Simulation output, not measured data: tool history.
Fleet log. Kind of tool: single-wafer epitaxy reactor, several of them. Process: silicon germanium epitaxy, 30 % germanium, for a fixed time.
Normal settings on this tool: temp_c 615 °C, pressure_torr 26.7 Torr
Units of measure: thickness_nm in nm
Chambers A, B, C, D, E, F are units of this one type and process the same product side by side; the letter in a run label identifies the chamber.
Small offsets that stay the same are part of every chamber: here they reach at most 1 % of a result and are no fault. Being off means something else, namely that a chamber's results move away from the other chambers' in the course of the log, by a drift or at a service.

run	hour	temp_c	pressure_torr	read-back reference wafer on the same gauge, thickness_nm	thickness_nm
1C	4.9	615	26.7	87.873	87.095
2E	12.9	615	26.7	87.894	86.134
3D	20.5	615	26.7	87.956	86.229
4B	27.8	615	26.7	87.891	86.498
5A	32.4	615	26.7	87.978	87.317
6F	38.0	615	26.7	87.892	85.494
7C	45.7	615	26.7	87.869	87.850
8A	50.7	623	28.9	87.876	104.210
9E	57.6	623	28.9	87.880	101.470
10D	62.6	623	28.9	87.930	101.680
# hour 66.4: chamber F: pyrometer calibrated
11B	69.7	623	28.9	87.833	102.640
12F	75.4	623	28.9	87.837	102.210
13C	83.2	623	28.9	87.885	104.340
14B	87.4	615	26.7	87.968	86.663
# hour 88.8: chamber D: capacitance manometer re-zeroed and calibrated
15F	91.0	615	24.2	87.980	83.115
16E	95.5	615	24.2	88.001	82.956
17A	99.7	615	24.2	87.879	84.205
18D	103.9	615	24.2	87.946	83.009
19E	110.8	615	24.2	87.937	82.251
20D	118.2	615	24.2	87.942	83.625
21B	126.3	615	26.7	87.909	86.580
22C	131.5	615	26.7	87.870	87.430
23A	135.9	615	26.7	87.896	87.576
24F	141.1	615	26.7	87.891	85.971
25E	148.2	615	26.7	87.875	85.681
26C	155.9	608	23.6	87.933	73.565
27D	162.8	608	23.6	87.855	72.826
# hour 170.6: chamber B: pyrometer calibrated
28B	170.9	608	23.6	87.863	72.766
# hour 177.7: chamber D: pyrometer calibrated
29A	178.8	608	23.6	87.904	73.758
30F	183.6	608	23.6	87.836	72.483
31D	190.9	608	23.6	87.897	73.005
32F	198.8	605	22.2	87.864	66.867
33A	203.9	605	22.2	87.946	67.482
34B	211.3	605	22.2	87.885	66.820
35E	215.4	605	22.2	87.888	66.904
36C	223.5	605	22.2	87.979	68.017
37E	228.4	605	22.2	87.894	66.996
38A	235.0	605	23.6	87.891	69.715
39D	243.3	605	23.6	87.897	68.900
40F	251.0	605	23.6	87.966	68.790

Does one chamber stand apart from the rest, does the shared gauge drift, or is all well apart from small per-chamber offsets? Give the chamber and the most likely cause, where there is one.

Beyond each chamber's small constant offset nothing stands out, and the gauge stays steady.
